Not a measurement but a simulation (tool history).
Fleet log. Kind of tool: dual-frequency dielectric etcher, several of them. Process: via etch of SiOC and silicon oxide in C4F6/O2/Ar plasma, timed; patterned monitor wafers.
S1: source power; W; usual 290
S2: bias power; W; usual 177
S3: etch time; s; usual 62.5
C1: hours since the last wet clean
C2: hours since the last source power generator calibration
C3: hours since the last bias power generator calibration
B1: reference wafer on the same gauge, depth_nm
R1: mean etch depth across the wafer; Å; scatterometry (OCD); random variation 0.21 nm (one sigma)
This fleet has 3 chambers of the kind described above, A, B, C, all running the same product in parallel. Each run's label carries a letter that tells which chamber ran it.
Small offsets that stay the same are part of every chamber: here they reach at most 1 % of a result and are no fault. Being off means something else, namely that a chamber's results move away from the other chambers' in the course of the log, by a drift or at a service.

run	day	S1	S2	S3	C1	C2	C3	B1	R1
1A	0.179	290	177	62.5	518.3	1165.9	3098.1	69.113	618.66
2C	0.312	290	177	62.5	270.3	3329.1	3066.8	69.107	624.11
3B	0.450	290	177	62.5	550.9	3960.9	790.1	69.050	616.01
4C	0.625	290	177	62.5	277.8	3336.6	3074.3	69.050	618.71
5B	0.800	290	177	62.5	559.3	3969.3	798.5	69.145	612.83
6A	0.996	290	177	62.5	537.9	1185.5	3117.7	69.112	621.45
# day 1.146: chamber A: wet clean of the chamber
7C	1.208	290	177	62.5	291.8	3350.6	3088.3	69.086	622.08
8A	1.488	290	177	62.5	8.2	1197.3	3129.5	69.085	621.32
9B	1.717	290	177	62.5	581.3	3991.3	820.5	69.058	615.11
10C	1.896	290	177	62.5	308.3	3367.1	3104.8	69.118	620.70
11B	2.071	290	177	62.5	589.8	3999.8	829.0	69.046	616.29
12A	2.329	290	177	62.5	28.4	1217.5	3149.7	69.062	619.88
13B	2.467	290	177	62.5	599.3	4009.3	838.5	69.063	615.83
14C	2.700	290	177	62.5	327.6	3386.4	3124.1	69.066	619.95
15A	2.929	290	177	62.5	42.8	1231.9	3164.1	69.130	615.30
16C	3.079	290	177	62.5	336.7	3395.5	3133.2	69.054	623.58
# day 3.338: chamber B: wet clean of the chamber
17A	3.362	290	177	62.5	53.2	1242.3	3174.5	69.085	615.37
18B	3.608	290	211	71.5	6.5	4036.7	865.9	69.047	712.84
19B	3.812	290	211	71.5	11.4	4041.6	870.8	69.097	716.43
# day 3.871: chamber A: bias power generator calibrated
20A	4.096	290	211	71.5	70.8	1259.9	5.5	69.042	746.51
21C	4.325	290	177	62.5	366.6	3425.4	3163.1	69.064	620.54
22C	4.579	290	177	62.5	372.7	3431.5	3169.2	69.076	621.81
23B	4.862	220	177	62.5	36.6	4066.8	896.0	69.134	531.95
# day 4.950: chamber C: wet clean of the chamber
24A	5.000	220	177	62.5	92.5	1281.6	27.2	69.110	557.93
25A	5.262	220	177	62.5	98.8	1287.9	33.5	69.076	556.64
26C	5.533	290	177	62.5	14.0	3454.4	3192.1	69.098	620.87
27B	5.750	290	177	62.5	57.9	4088.1	917.3	69.151	591.82
28A	5.979	290	177	62.5	116.0	1305.1	50.7	69.110	620.19
29B	6.208	290	177	62.5	68.9	4099.1	928.3	69.134	592.08
30C	6.354	290	177	62.5	33.7	3474.1	3211.8	69.122	622.90
31A	6.546	290	177	62.5	129.6	1318.7	64.3	69.137	618.89
32C	6.817	290	164	49.5	44.8	3485.2	3222.9	69.096	481.41
33B	7.008	290	164	49.5	88.1	4118.3	947.5	69.115	457.89
34A	7.146	290	164	49.5	144.0	1333.1	78.7	69.136	477.87
# day 7.317: chamber B: source power generator calibrated
35C	7.367	290	177	62.5	58.0	3498.4	3236.1	69.103	620.32
36B	7.608	290	177	62.5	102.5	7.0	961.9	69.104	594.02
37A	7.829	290	177	62.5	160.4	1349.5	95.1	69.119	615.00
38C	8.017	290	177	62.5	73.6	3514.0	3251.7	69.088	619.14
39B	8.154	290	177	62.5	115.6	20.1	975.0	69.131	589.46

Next, all 3 chambers run the settings below, one line each with question marks for the results. What does each chamber give?
40A	8.371	290	177	62.5					?
40B	8.371	290	177	62.5					?
40C	8.371	290	177	62.5					?

run	R1
40A	615.93
40B	589.53
40C	617.42
